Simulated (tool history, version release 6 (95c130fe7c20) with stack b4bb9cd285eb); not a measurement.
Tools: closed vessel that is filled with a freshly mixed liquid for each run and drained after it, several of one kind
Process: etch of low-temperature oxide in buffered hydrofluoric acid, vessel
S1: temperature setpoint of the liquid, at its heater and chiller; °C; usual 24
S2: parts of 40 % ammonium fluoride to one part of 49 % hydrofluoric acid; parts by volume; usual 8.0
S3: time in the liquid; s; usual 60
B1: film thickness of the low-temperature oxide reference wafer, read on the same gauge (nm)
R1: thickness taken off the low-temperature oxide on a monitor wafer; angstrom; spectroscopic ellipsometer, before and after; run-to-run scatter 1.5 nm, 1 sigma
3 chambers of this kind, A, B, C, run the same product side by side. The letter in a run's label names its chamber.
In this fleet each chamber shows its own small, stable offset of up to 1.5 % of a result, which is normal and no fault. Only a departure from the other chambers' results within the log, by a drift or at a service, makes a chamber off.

run 1A hour=2.0 | S1=24 S2=8.0 S3=60 | B1=110.01 | R1=2862.2
run 2B hour=4.7 | S1=24 S2=8.0 S3=60 | B1=110.01 | R1=2862.8
run 3C hour=7.4 | S1=24 S2=8.0 S3=60 | B1=110.00 | R1=2852.1
run 4A hour=10.7 | S1=24 S2=8.0 S3=60 | B1=110.02 | R1=2875.2
-- hour=13.2 chamber C: hydrofluoric acid flow meter replaced
run 5B hour=15.0 | S1=24 S2=8.0 S3=60 | B1=110.02 | R1=2854.3
run 6C hour=18.4 | S1=24 S2=8.0 S3=60 | B1=110.02 | R1=2846.3
run 7A hour=21.5 | S1=24 S2=8.0 S3=60 | B1=110.01 | R1=2850.3
run 8C hour=23.6 | S1=24 S2=8.0 S3=60 | B1=110.01 | R1=2835.5
run 9B hour=27.0 | S1=24 S2=8.0 S3=60 | B1=109.98 | R1=2866.9
run 10A hour=31.2 | S1=24 S2=8.0 S3=60 | B1=110.01 | R1=2846.5
run 11B hour=33.8 | S1=24 S2=8.0 S3=60 | B1=110.00 | R1=2857.3
run 12C hour=36.9 | S1=24 S2=8.0 S3=60 | B1=110.00 | R1=2821.9
run 13C hour=40.3 | S1=28 S2=8.0 S3=60 | B1=109.99 | R1=3532.7
run 14B hour=42.5 | S1=28 S2=8.0 S3=60 | B1=109.98 | R1=3552.6
run 15A hour=46.2 | S1=28 S2=8.0 S3=60 | B1=109.99 | R1=3528.7
run 16A hour=49.2 | S1=24 S2=8.0 S3=60 | B1=109.99 | R1=2864.6
run 17B hour=53.4 | S1=24 S2=8.0 S3=60 | B1=109.99 | R1=2859.1
run 18C hour=55.4 | S1=24 S2=8.0 S3=60 | B1=109.98 | R1=2809.8
run 19C hour=59.7 | S1=24 S2=6.5 S3=40 | B1=110.00 | R1=2327.3
run 20B hour=64.2 | S1=24 S2=6.5 S3=40 | B1=110.01 | R1=2370.4
run 21A hour=66.6 | S1=24 S2=6.5 S3=40 | B1=109.98 | R1=2354.8
run 22A hour=68.8 | S1=20 S2=9.0 S3=60 | B1=109.99 | R1=2021.1
run 23C hour=72.7 | S1=20 S2=9.0 S3=60 | B1=110.00 | R1=2008.2
run 24B hour=76.2 | S1=20 S2=9.0 S3=60 | B1=110.01 | R1=2026.9
run 25C hour=78.2 | S1=24 S2=8.0 S3=60 | B1=110.01 | R1=2832.6
run 26A hour=80.7 | S1=24 S2=8.0 S3=60 | B1=110.01 | R1=2857.8
run 27B hour=82.9 | S1=24 S2=8.0 S3=60 | B1=110.00 | R1=2842.3
run 28B hour=86.9 | S1=24 S2=8.0 S3=60 | B1=109.99 | R1=2884.7
run 29C hour=90.8 | S1=24 S2=8.0 S3=60 | B1=109.99 | R1=2838.5

Is one chamber off against the others, does the gauge drift, or is nothing wrong? If a chamber is off, say which, and what the likeliest cause is.

Neither any chamber nor the gauge drifts; the chambers differ only by their own small, steady offsets.

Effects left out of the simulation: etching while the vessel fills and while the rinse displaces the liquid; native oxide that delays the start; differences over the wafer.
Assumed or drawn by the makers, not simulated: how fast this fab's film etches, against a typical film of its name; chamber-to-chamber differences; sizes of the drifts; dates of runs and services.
